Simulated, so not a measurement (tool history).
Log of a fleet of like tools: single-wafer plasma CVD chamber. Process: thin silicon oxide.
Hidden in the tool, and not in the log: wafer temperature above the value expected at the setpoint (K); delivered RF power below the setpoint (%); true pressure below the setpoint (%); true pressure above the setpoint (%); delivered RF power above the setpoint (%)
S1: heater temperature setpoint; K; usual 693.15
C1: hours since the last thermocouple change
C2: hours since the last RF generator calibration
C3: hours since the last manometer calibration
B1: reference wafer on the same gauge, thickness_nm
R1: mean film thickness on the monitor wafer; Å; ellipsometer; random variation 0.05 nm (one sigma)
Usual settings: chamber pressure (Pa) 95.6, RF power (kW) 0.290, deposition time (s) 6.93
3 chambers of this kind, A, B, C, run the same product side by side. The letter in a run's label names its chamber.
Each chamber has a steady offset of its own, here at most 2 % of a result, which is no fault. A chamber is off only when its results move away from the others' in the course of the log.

{"run": "1C", "day": 0.121, "S1": 693.15, "chamber pressure (Pa)": 95.6, "RF power (kW)": 0.29, "deposition time (s)": 6.93, "C1": 672.8, "C2": 386.7, "C3": 288.5, "B1": 10.194, "R1": 110.85}
{"run": "2B", "day": 0.242, "S1": 693.15, "chamber pressure (Pa)": 95.6, "RF power (kW)": 0.29, "deposition time (s)": 6.93, "C1": 544.0, "C2": 486.7, "C3": 195.5, "B1": 10.198, "R1": 113.69}
{"run": "3A", "day": 0.379, "S1": 693.15, "chamber pressure (Pa)": 95.6, "RF power (kW)": 0.29, "deposition time (s)": 6.93, "C1": 596.3, "C2": 81.0, "C3": 1232.7, "B1": 10.193, "R1": 111.42}
{"run": "4C", "day": 0.496, "S1": 693.15, "chamber pressure (Pa)": 95.6, "RF power (kW)": 0.29, "deposition time (s)": 6.93, "C1": 681.8, "C2": 395.7, "C3": 297.5, "B1": 10.192, "R1": 111.22}
{"run": "5B", "day": 0.692, "S1": 693.15, "chamber pressure (Pa)": 95.6, "RF power (kW)": 0.29, "deposition time (s)": 6.93, "C1": 554.8, "C2": 497.5, "C3": 206.3, "B1": 10.203, "R1": 112.32}
{"run": "6A", "day": 0.858, "S1": 693.15, "chamber pressure (Pa)": 95.6, "RF power (kW)": 0.29, "deposition time (s)": 6.93, "C1": 607.8, "C2": 92.5, "C3": 1244.2, "B1": 10.203, "R1": 110.82}
{"run": "7B", "day": 1.029, "S1": 693.15, "chamber pressure (Pa)": 95.6, "RF power (kW)": 0.29, "deposition time (s)": 6.93, "C1": 562.9, "C2": 505.6, "C3": 214.4, "B1": 10.2, "R1": 112.25}
{"run": "8C", "day": 1.217, "S1": 693.15, "chamber pressure (Pa)": 95.6, "RF power (kW)": 0.29, "deposition time (s)": 6.93, "C1": 699.1, "C2": 413.0, "C3": 314.8, "B1": 10.19, "R1": 110.83}
{"run": "9A", "day": 1.346, "S1": 678.15, "chamber pressure (Pa)": 95.6, "RF power (kW)": 0.29, "deposition time (s)": 5.88, "C1": 619.5, "C2": 104.2, "C3": 1255.9, "B1": 10.198, "R1": 94.908}
{"run": "10C", "day": 1.496, "S1": 678.15, "chamber pressure (Pa)": 95.6, "RF power (kW)": 0.29, "deposition time (s)": 5.88, "C1": 705.8, "C2": 419.7, "C3": 321.5, "B1": 10.209, "R1": 95.203}
{"run": "11B", "day": 1.667, "S1": 678.15, "chamber pressure (Pa)": 95.6, "RF power (kW)": 0.29, "deposition time (s)": 5.88, "C1": 578.2, "C2": 520.9, "C3": 229.7, "B1": 10.2, "R1": 96.479}
{"run": "12A", "day": 1.812, "S1": 693.15, "chamber pressure (Pa)": 95.6, "RF power (kW)": 0.29, "deposition time (s)": 6.93, "C1": 630.7, "C2": 115.4, "C3": 1267.1, "B1": 10.199, "R1": 111.18}
{"run": "13A", "day": 1.958, "S1": 693.15, "chamber pressure (Pa)": 95.6, "RF power (kW)": 0.29, "deposition time (s)": 6.93, "C1": 634.2, "C2": 118.9, "C3": 1270.6, "B1": 10.196, "R1": 110.22}
{"run": "14C", "day": 2.104, "S1": 693.15, "chamber pressure (Pa)": 95.6, "RF power (kW)": 0.29, "deposition time (s)": 6.93, "C1": 720.4, "C2": 434.3, "C3": 336.1, "B1": 10.2, "R1": 111.78}
{"run": "15B", "day": 2.262, "S1": 693.15, "chamber pressure (Pa)": 95.6, "RF power (kW)": 0.29, "deposition time (s)": 6.93, "C1": 592.5, "C2": 535.2, "C3": 244.0, "B1": 10.204, "R1": 113.23}
{"run": "16A", "day": 2.417, "S1": 693.15, "chamber pressure (Pa)": 95.6, "RF power (kW)": 0.29, "deposition time (s)": 6.93, "C1": 645.2, "C2": 129.9, "C3": 1281.6, "B1": 10.204, "R1": 109.36}
{"run": "17B", "day": 2.538, "S1": 693.15, "chamber pressure (Pa)": 95.6, "RF power (kW)": 0.29, "deposition time (s)": 6.93, "C1": 599.1, "C2": 541.8, "C3": 250.6, "B1": 10.191, "R1": 113.06}
{"run": "18C", "day": 2.762, "S1": 693.15, "chamber pressure (Pa)": 95.6, "RF power (kW)": 0.29, "deposition time (s)": 6.93, "C1": 736.2, "C2": 450.1, "C3": 351.9, "B1": 10.201, "R1": 111.34}
{"run": "19C", "day": 2.962, "S1": 693.15, "chamber pressure (Pa)": 95.6, "RF power (kW)": 0.29, "deposition time (s)": 6.93, "C1": 741.0, "C2": 454.9, "C3": 356.7, "B1": 10.198, "R1": 110.62}
{"run": "20A", "day": 3.138, "S1": 693.15, "chamber pressure (Pa)": 95.6, "RF power (kW)": 0.29, "deposition time (s)": 6.93, "C1": 662.5, "C2": 147.2, "C3": 1298.9, "B1": 10.215, "R1": 109.62}
{"run": "21B", "day": 3.338, "S1": 693.15, "chamber pressure (Pa)": 95.6, "RF power (kW)": 0.29, "deposition time (s)": 6.93, "C1": 618.3, "C2": 561.0, "C3": 269.8, "B1": 10.185, "R1": 112.23}
{"run": "22A", "day": 3.479, "S1": 693.15, "chamber pressure (Pa)": 95.6, "RF power (kW)": 0.29, "deposition time (s)": 6.93, "C1": 670.7, "C2": 155.4, "C3": 1307.1, "B1": 10.203, "R1": 107.59}
{"run": "23B", "day": 3.696, "S1": 693.15, "chamber pressure (Pa)": 95.6, "RF power (kW)": 0.29, "deposition time (s)": 6.93, "C1": 626.9, "C2": 569.6, "C3": 278.4, "B1": 10.195, "R1": 112.78}
{"run": "24C", "day": 3.858, "S1": 701.15, "chamber pressure (Pa)": 95.6, "RF power (kW)": 0.29, "deposition time (s)": 6.12, "C1": 762.5, "C2": 476.4, "C3": 378.2, "B1": 10.206, "R1": 97.577}
{"run": "25A", "day": 4.088, "S1": 701.15, "chamber pressure (Pa)": 95.6, "RF power (kW)": 0.29, "deposition time (s)": 6.12, "C1": 685.3, "C2": 170.0, "C3": 1321.7, "B1": 10.209, "R1": 94.097}
{"run": "26C", "day": 4.192, "S1": 701.15, "chamber pressure (Pa)": 95.6, "RF power (kW)": 0.29, "deposition time (s)": 6.12, "C1": 770.5, "C2": 484.4, "C3": 386.2, "B1": 10.194, "R1": 97.83}
{"run": "27B", "day": 4.417, "S1": 693.15, "chamber pressure (Pa)": 95.6, "RF power (kW)": 0.29, "deposition time (s)": 6.93, "C1": 644.2, "C2": 586.9, "C3": 295.7, "B1": 10.205, "R1": 113.55}

What goes on in this fleet: one chamber off, a drifting gauge, or nothing beyond the chambers' own small offsets? Name the chamber and the cause, if any.

Chamber A drifts away from the others.
Cause: true pressure below the setpoint (%) = 3.92.
The log may not tell that from: delivered RF power below the setpoint (%).

Here are 4 candidates for chamber A's next run, each the usual settings with a change, their results left as question marks. Which one brings its results back in line with what the others give on the usual settings?
In line means no further than this from the other chambers' mean on the usual settings: R1 1.800 Å
{"run": "28A-1", "day": 4.588, "S1": 693.15, "chamber pressure (Pa)": 95.6, "RF power (kW)": 0.295, "deposition time (s)": 7.2, "R1": "?"}
{"run": "28A-2", "day": 4.588, "S1": 693.15, "chamber pressure (Pa)": 93.1, "RF power (kW)": 0.29, "deposition time (s)": 6.82, "R1": "?"}
{"run": "28A-3", "day": 4.588, "S1": 693.15, "chamber pressure (Pa)": 94.7, "RF power (kW)": 0.29, "deposition time (s)": 6.89, "R1": "?"}
{"run": "28A-4", "day": 4.588, "S1": 693.15, "chamber pressure (Pa)": 96.5, "RF power (kW)": 0.29, "deposition time (s)": 6.97, "R1": "?"}

The other chambers' mean on the usual settings: R1 112.040 Å
run=28A-1 R1=111.830
run=28A-2 R1=102.220
run=28A-3 R1=105.190
run=28A-4 R1=108.580
28A-1 brings the chamber back in line.
